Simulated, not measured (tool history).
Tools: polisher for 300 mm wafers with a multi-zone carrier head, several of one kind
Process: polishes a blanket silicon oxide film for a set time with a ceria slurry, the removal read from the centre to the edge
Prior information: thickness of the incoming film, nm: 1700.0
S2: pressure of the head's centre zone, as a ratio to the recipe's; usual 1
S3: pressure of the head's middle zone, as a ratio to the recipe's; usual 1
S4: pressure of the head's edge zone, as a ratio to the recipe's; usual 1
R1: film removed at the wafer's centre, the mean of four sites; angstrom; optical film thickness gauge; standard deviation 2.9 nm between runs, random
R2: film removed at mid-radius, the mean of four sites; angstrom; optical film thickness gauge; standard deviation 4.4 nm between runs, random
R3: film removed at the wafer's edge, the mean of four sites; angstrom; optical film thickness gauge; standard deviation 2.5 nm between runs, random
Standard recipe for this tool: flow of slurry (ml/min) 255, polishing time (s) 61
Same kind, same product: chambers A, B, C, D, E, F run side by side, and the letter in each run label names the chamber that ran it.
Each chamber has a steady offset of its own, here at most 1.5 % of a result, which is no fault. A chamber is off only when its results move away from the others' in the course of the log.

-- hour=9.1 chamber F: worn pad replaced by a new one
run 1E hour=10.1 | flow_of_slurry_(ml/min)=255 S2=1 S3=1 S4=1 polishing_time_(s)=61 | R1=3225.9 R2=3208.1 R3=3191.6
run 2A hour=19.1 | flow_of_slurry_(ml/min)=255 S2=1 S3=1 S4=1 polishing_time_(s)=61 | R1=3172.2 R2=3198.7 R3=3164.5
-- hour=19.3 chamber A: worn pad replaced by a new one
-- hour=29 chamber D: worn pad replaced by a new one
run 3F hour=33.7 | flow_of_slurry_(ml/min)=255 S2=1 S3=1 S4=1 polishing_time_(s)=61 | R1=3199.3 R2=3192.9 R3=3154.3
-- hour=43.4 chamber E: worn pad replaced by a new one
-- hour=46.3 chamber F: edge zone pressure recalibrated
run 4C hour=47.7 | flow_of_slurry_(ml/min)=255 S2=1 S3=1 S4=1 polishing_time_(s)=61 | R1=3201.8 R2=3165.6 R3=3199.9
run 5D hour=57.9 | flow_of_slurry_(ml/min)=255 S2=1 S3=1 S4=1 polishing_time_(s)=61 | R1=3171.9 R2=3247.7 R3=3194.7
-- hour=71.8 chamber D: centre zone pressure recalibrated
run 6B hour=73.5 | flow_of_slurry_(ml/min)=255 S2=1 S3=1 S4=1 polishing_time_(s)=61 | R1=3251.5 R2=3277.6 R3=3216.5
-- hour=85.2 chamber B: worn pad replaced by a new one
run 7A hour=88.7 | flow_of_slurry_(ml/min)=255 S2=1 S3=1 S4=1 polishing_time_(s)=77 | R1=4011.3 R2=3986.8 R3=4076.1
run 8E hour=97.2 | flow_of_slurry_(ml/min)=255 S2=1 S3=1 S4=1 polishing_time_(s)=77 | R1=3992.6 R2=3974.4 R3=4072.1
-- hour=98.3 chamber F: slurry nozzle cleaned
-- hour=101 chamber A: worn pad replaced by a new one
-- hour=103.7 chamber C: worn pad replaced by a new one
run 9D hour=106.5 | flow_of_slurry_(ml/min)=255 S2=1 S3=1 S4=1 polishing_time_(s)=77 | R1=3930.8 R2=4060.9 R3=3994
-- hour=108.1 chamber F: worn pad replaced by a new one
run 10F hour=114 | flow_of_slurry_(ml/min)=255 S2=1 S3=1 S4=1 polishing_time_(s)=77 | R1=3976.8 R2=4145.2 R3=4003.4
-- hour=122.5 chamber E: worn pad replaced by a new one
-- hour=123.4 chamber D: edge zone pressure recalibrated
run 11B hour=129 | flow_of_slurry_(ml/min)=255 S2=1 S3=1 S4=1 polishing_time_(s)=77 | R1=4076.9 R2=4126.3 R3=4036.5
-- hour=130.7 chamber D: worn pad replaced by a new one
run 12C hour=140.7 | flow_of_slurry_(ml/min)=255 S2=1 S3=1 S4=1 polishing_time_(s)=77 | R1=4059.7 R2=3989.8 R3=4061.2
-- hour=142.2 chamber A: edge zone pressure recalibrated
run 13E hour=156.7 | flow_of_slurry_(ml/min)=255 S2=1 S3=0.92 S4=1 polishing_time_(s)=61 | R1=3146.4 R2=2978.1 R3=3204.7
run 14B hour=170.2 | flow_of_slurry_(ml/min)=255 S2=1 S3=0.92 S4=1 polishing_time_(s)=61 | R1=3189.4 R2=3000.5 R3=3173
-- hour=173.6 chamber C: slurry nozzle cleaned
run 15A hour=181.7 | flow_of_slurry_(ml/min)=255 S2=1 S3=0.92 S4=1 polishing_time_(s)=61 | R1=3089.9 R2=2894.7 R3=3151.5
-- hour=184.5 chamber B: worn pad replaced by a new one
-- hour=186.9 chamber D: slurry nozzle cleaned
run 16C hour=196 | flow_of_slurry_(ml/min)=255 S2=1 S3=0.92 S4=1 polishing_time_(s)=61 | R1=3157.3 R2=2959 R3=3185.7
-- hour=196.5 chamber F: worn pad replaced by a new one
-- hour=198.4 chamber A: worn pad replaced by a new one
-- hour=205.3 chamber C: worn pad replaced by a new one
run 17F hour=208.5 | flow_of_slurry_(ml/min)=255 S2=1 S3=0.92 S4=1 polishing_time_(s)=61 | R1=3129.9 R2=2943.5 R3=3119.4
-- hour=218.1 chamber D: worn pad replaced by a new one
-- hour=220.9 chamber E: worn pad replaced by a new one
run 18D hour=221 | flow_of_slurry_(ml/min)=255 S2=1 S3=0.92 S4=1 polishing_time_(s)=61 | R1=3181.4 R2=3020.7 R3=3211.8
run 19B hour=236.7 | flow_of_slurry_(ml/min)=255 S2=1 S3=1 S4=1 polishing_time_(s)=61 | R1=3209.4 R2=3229.9 R3=3168.8
run 20D hour=249.5 | flow_of_slurry_(ml/min)=320 S2=1 S3=0.94 S4=1 polishing_time_(s)=61 | R1=3196.3 R2=3142.8 R3=3258.7
run 21C hour=262 | flow_of_slurry_(ml/min)=320 S2=1 S3=0.94 S4=1 polishing_time_(s)=61 | R1=3251.8 R2=3101.4 R3=3229.4
run 22A hour=271.2 | flow_of_slurry_(ml/min)=320 S2=1 S3=0.94 S4=1 polishing_time_(s)=61 | R1=3117.2 R2=3087.2 R3=3244.1
-- hour=277.1 chamber B: worn pad replaced by a new one
-- hour=277.2 chamber F: worn pad replaced by a new one
-- hour=285.2 chamber A: worn pad replaced by a new one
run 23E hour=285.9 | flow_of_slurry_(ml/min)=320 S2=1 S3=0.94 S4=1 polishing_time_(s)=61 | R1=3371.1 R2=3089.7 R3=3261.2
-- hour=294.3 chamber D: worn pad replaced by a new one
-- hour=296.2 chamber C: worn pad replaced by a new one
run 24F hour=300.4 | flow_of_slurry_(ml/min)=320 S2=1 S3=0.94 S4=1 polishing_time_(s)=61 | R1=3270.7 R2=3111.9 R3=3211
-- hour=307.5 chamber E: worn pad replaced by a new one
run 25E hour=316.8 | flow_of_slurry_(ml/min)=320 S2=1 S3=0.94 S4=1 polishing_time_(s)=61 | R1=3285.2 R2=3082.1 R3=3259.6
run 26B hour=325.2 | flow_of_slurry_(ml/min)=255 S2=1 S3=1 S4=1 polishing_time_(s)=61 | R1=3170.9 R2=3220.4 R3=3181.3
run 27C hour=332.6 | flow_of_slurry_(ml/min)=255 S2=1 S3=1 S4=1 polishing_time_(s)=61 | R1=3198.5 R2=3191.3 R3=3162.1
run 28D hour=348 | flow_of_slurry_(ml/min)=255 S2=1 S3=1 S4=1 polishing_time_(s)=61 | R1=3117.1 R2=3274.5 R3=3190.4
run 29F hour=355.8 | flow_of_slurry_(ml/min)=255 S2=1 S3=1 S4=1 polishing_time_(s)=61 | R1=3147.3 R2=3224.9 R3=3076.8
run 30A hour=363.5 | flow_of_slurry_(ml/min)=255 S2=1 S3=1 S4=1 polishing_time_(s)=80 | R1=3883.1 R2=4141.4 R3=4124.3
-- hour=372.6 chamber B: worn pad replaced by a new one
-- hour=373.1 chamber A: worn pad replaced by a new one
-- hour=375.7 chamber F: worn pad replaced by a new one
-- hour=377 chamber D: worn pad replaced by a new one
run 31C hour=377.9 | flow_of_slurry_(ml/min)=255 S2=1 S3=1 S4=1 polishing_time_(s)=80 | R1=4138.8 R2=4234.7 R3=4165.8
run 32E hour=391.1 | flow_of_slurry_(ml/min)=255 S2=1 S3=1 S4=1 polishing_time_(s)=80 | R1=4270.7 R2=4265.4 R3=4216.5
-- hour=400.9 chamber A: slurry nozzle cleaned
run 33F hour=406.3 | flow_of_slurry_(ml/min)=255 S2=1 S3=1 S4=1 polishing_time_(s)=80 | R1=4163.1 R2=4144.9 R3=4196.4
run 34B hour=417.1 | flow_of_slurry_(ml/min)=255 S2=1 S3=1 S4=1 polishing_time_(s)=80 | R1=4164.6 R2=4165.2 R3=4249.7
run 35D hour=426.2 | flow_of_slurry_(ml/min)=255 S2=1 S3=1 S4=1 polishing_time_(s)=80 | R1=4166.9 R2=4177.4 R3=4205
run 36A hour=434.2 | flow_of_slurry_(ml/min)=255 S2=1 S3=1 S4=1 polishing_time_(s)=61 | R1=2954.8 R2=3200.7 R3=3159.7
run 37D hour=447.9 | flow_of_slurry_(ml/min)=255 S2=1 S3=1 S4=1 polishing_time_(s)=61 | R1=3139.2 R2=3232.6 R3=3170.8

Predict what each chamber gives when all 6 of them run the settings below next.
run 38A hour=459.6 | flow_of_slurry_(ml/min)=255 S2=1 S3=1 S4=1.11 polishing_time_(s)=61 | R1=? R2=? R3=?
run 38B hour=459.6 | flow_of_slurry_(ml/min)=255 S2=1 S3=1 S4=1.11 polishing_time_(s)=61 | R1=? R2=? R3=?
run 38C hour=459.6 | flow_of_slurry_(ml/min)=255 S2=1 S3=1 S4=1.11 polishing_time_(s)=61 | R1=? R2=? R3=?
run 38D hour=459.6 | flow_of_slurry_(ml/min)=255 S2=1 S3=1 S4=1.11 polishing_time_(s)=61 | R1=? R2=? R3=?
run 38E hour=459.6 | flow_of_slurry_(ml/min)=255 S2=1 S3=1 S4=1.11 polishing_time_(s)=61 | R1=? R2=? R3=?
run 38F hour=459.6 | flow_of_slurry_(ml/min)=255 S2=1 S3=1 S4=1.11 polishing_time_(s)=61 | R1=? R2=? R3=?

run=38A R1=2897.7 R2=3151.2 R3=3363.3
run=38B R1=3224.1 R2=3258.1 R3=3351.8
run=38C R1=3149.4 R2=3089 R3=3380.2
run=38D R1=3171.1 R2=3287.7 R3=3406.9
run=38E R1=3233.3 R2=3279.9 R3=3405
run=38F R1=3213.5 R2=3189.4 R3=3357

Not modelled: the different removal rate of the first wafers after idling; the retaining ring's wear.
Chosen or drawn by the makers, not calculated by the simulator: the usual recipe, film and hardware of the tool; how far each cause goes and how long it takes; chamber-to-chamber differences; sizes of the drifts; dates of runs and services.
